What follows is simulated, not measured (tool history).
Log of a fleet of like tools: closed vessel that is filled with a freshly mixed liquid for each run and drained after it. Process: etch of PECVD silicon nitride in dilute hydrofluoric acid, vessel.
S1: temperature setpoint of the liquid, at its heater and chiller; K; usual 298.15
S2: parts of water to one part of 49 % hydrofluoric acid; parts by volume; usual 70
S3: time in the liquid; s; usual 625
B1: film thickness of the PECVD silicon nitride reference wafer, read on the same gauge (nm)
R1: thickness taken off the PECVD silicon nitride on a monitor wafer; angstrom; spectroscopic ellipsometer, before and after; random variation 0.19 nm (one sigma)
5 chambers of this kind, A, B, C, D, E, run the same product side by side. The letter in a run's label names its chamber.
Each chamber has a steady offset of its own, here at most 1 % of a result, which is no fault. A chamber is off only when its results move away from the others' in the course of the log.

{"run": "1E", "hour": 4.9, "S1": 298.15, "S2": 70, "S3": 625, "B1": 150.01, "R1": 343.72}
{"run": "2C", "hour": 9.0, "S1": 298.15, "S2": 70, "S3": 625, "B1": 149.99, "R1": 342.2}
{"run": "3A", "hour": 14.6, "S1": 298.15, "S2": 70, "S3": 625, "B1": 150.04, "R1": 340.57}
{"run": "4B", "hour": 17.5, "S1": 298.15, "S2": 70, "S3": 625, "B1": 149.99, "R1": 339.73}
{"run": "5D", "hour": 20.9, "S1": 298.15, "S2": 70, "S3": 625, "B1": 150.01, "R1": 341.82}
{"run": "6B", "hour": 24.5, "S1": 300.15, "S2": 95, "S3": 625, "B1": 150.02, "R1": 287.97}
{"run": "7C", "hour": 27.4, "S1": 300.15, "S2": 95, "S3": 625, "B1": 150.02, "R1": 293.16}
{"run": "8E", "hour": 32.5, "S1": 300.15, "S2": 95, "S3": 625, "B1": 150.03, "R1": 289.1}
{"run": "9A", "hour": 37.4, "S1": 300.15, "S2": 95, "S3": 625, "B1": 150.02, "R1": 288.54}
{"run": "10D", "hour": 41.8, "S1": 300.15, "S2": 95, "S3": 625, "B1": 150, "R1": 286.28}
{"run": "11A", "hour": 46.2, "S1": 298.15, "S2": 70, "S3": 625, "B1": 150.05, "R1": 342.17}
{"run": "12E", "hour": 50.8, "S1": 298.15, "S2": 70, "S3": 625, "B1": 149.98, "R1": 339.54}
{"run": "13C", "hour": 56.9, "S1": 298.15, "S2": 70, "S3": 625, "B1": 150.02, "R1": 343.6}
{"run": "14B", "hour": 61.0, "S1": 298.15, "S2": 70, "S3": 750, "B1": 149.96, "R1": 413.44}
{"run": "15D", "hour": 66.9, "S1": 298.15, "S2": 70, "S3": 750, "B1": 149.98, "R1": 401.09}
{"run": "16C", "hour": 72.4, "S1": 298.15, "S2": 70, "S3": 750, "B1": 150.01, "R1": 412.14}
{"run": "17A", "hour": 75.9, "S1": 298.15, "S2": 70, "S3": 750, "B1": 149.97, "R1": 409.61}
{"run": "18B", "hour": 79.4, "S1": 298.15, "S2": 70, "S3": 750, "B1": 150.01, "R1": 406.94}
{"run": "19D", "hour": 84.7, "S1": 298.15, "S2": 70, "S3": 625, "B1": 150, "R1": 331.66}
{"run": "20E", "hour": 90.3, "S1": 298.15, "S2": 70, "S3": 625, "B1": 150, "R1": 343.14}
{"run": "21C", "hour": 94.2, "S1": 298.15, "S2": 50, "S3": 760, "B1": 149.98, "R1": 579.76}
{"run": "22D", "hour": 97.7, "S1": 298.15, "S2": 50, "S3": 760, "B1": 150.04, "R1": 554.72}
{"run": "23E", "hour": 102.9, "S1": 298.15, "S2": 50, "S3": 760, "B1": 150.01, "R1": 582.18}
{"run": "24B", "hour": 109.3, "S1": 298.15, "S2": 50, "S3": 760, "B1": 150.05, "R1": 572.51}
{"run": "25A", "hour": 114.1, "S1": 298.15, "S2": 50, "S3": 760, "B1": 150.02, "R1": 572.68}
{"run": "26C", "hour": 119.9, "S1": 298.15, "S2": 70, "S3": 625, "B1": 150.02, "R1": 342.09}
{"run": "27D", "hour": 125.0, "S1": 298.15, "S2": 70, "S3": 625, "B1": 150.03, "R1": 324.51}
{"run": "28E", "hour": 127.9, "S1": 298.15, "S2": 70, "S3": 625, "B1": 150, "R1": 343.74}
{"run": "29B", "hour": 132.8, "S1": 298.15, "S2": 70, "S3": 625, "B1": 149.96, "R1": 336.3}
{"run": "30A", "hour": 138.2, "S1": 298.15, "S2": 70, "S3": 625, "B1": 150.05, "R1": 342.75}
{"run": "31B", "hour": 141.1, "S1": 298.15, "S2": 70, "S3": 625, "B1": 149.96, "R1": 338.04}
{"run": "32D", "hour": 146.7, "S1": 298.15, "S2": 70, "S3": 625, "B1": 150.03, "R1": 321.07}
{"run": "33C", "hour": 150.2, "S1": 298.15, "S2": 70, "S3": 625, "B1": 150.03, "R1": 342.71}

What goes on in this fleet: one chamber off, a drifting gauge, or nothing beyond the chambers' own small offsets? Name the chamber and the cause, if any.

Chamber D drifts away from the others.
Cause: liquid colder than its thermometer reads (K) = 1.05.
The log may not tell that from: hydrofluoric acid flow below the setpoint (%).

Here are 4 candidates for chamber D's next run, each the usual settings with a change, their results left as question marks. Which one brings its results back in line with what the others give on the usual settings?
In line means no further than this from the other chambers' mean on the usual settings: R1 6.7 angstrom
{"run": "34D-1", "hour": 154.8, "S1": 297.65, "S2": 70, "S3": 570, "R1": "?"}
{"run": "34D-2", "hour": 154.8, "S1": 298.15, "S2": 70, "S3": 585, "R1": "?"}
{"run": "34D-3", "hour": 154.8, "S1": 298.15, "S2": 70, "S3": 700, "R1": "?"}
{"run": "34D-4", "hour": 154.8, "S1": 298.15, "S2": 65, "S3": 625, "R1": "?"}

The other chambers' mean on the usual settings: R1 341.6 angstrom
run=34D-1 R1=282.82
run=34D-2 R1=299.95
run=34D-3 R1=358.91
run=34D-4 R1=344.82
34D-4 brings the chamber back in line.

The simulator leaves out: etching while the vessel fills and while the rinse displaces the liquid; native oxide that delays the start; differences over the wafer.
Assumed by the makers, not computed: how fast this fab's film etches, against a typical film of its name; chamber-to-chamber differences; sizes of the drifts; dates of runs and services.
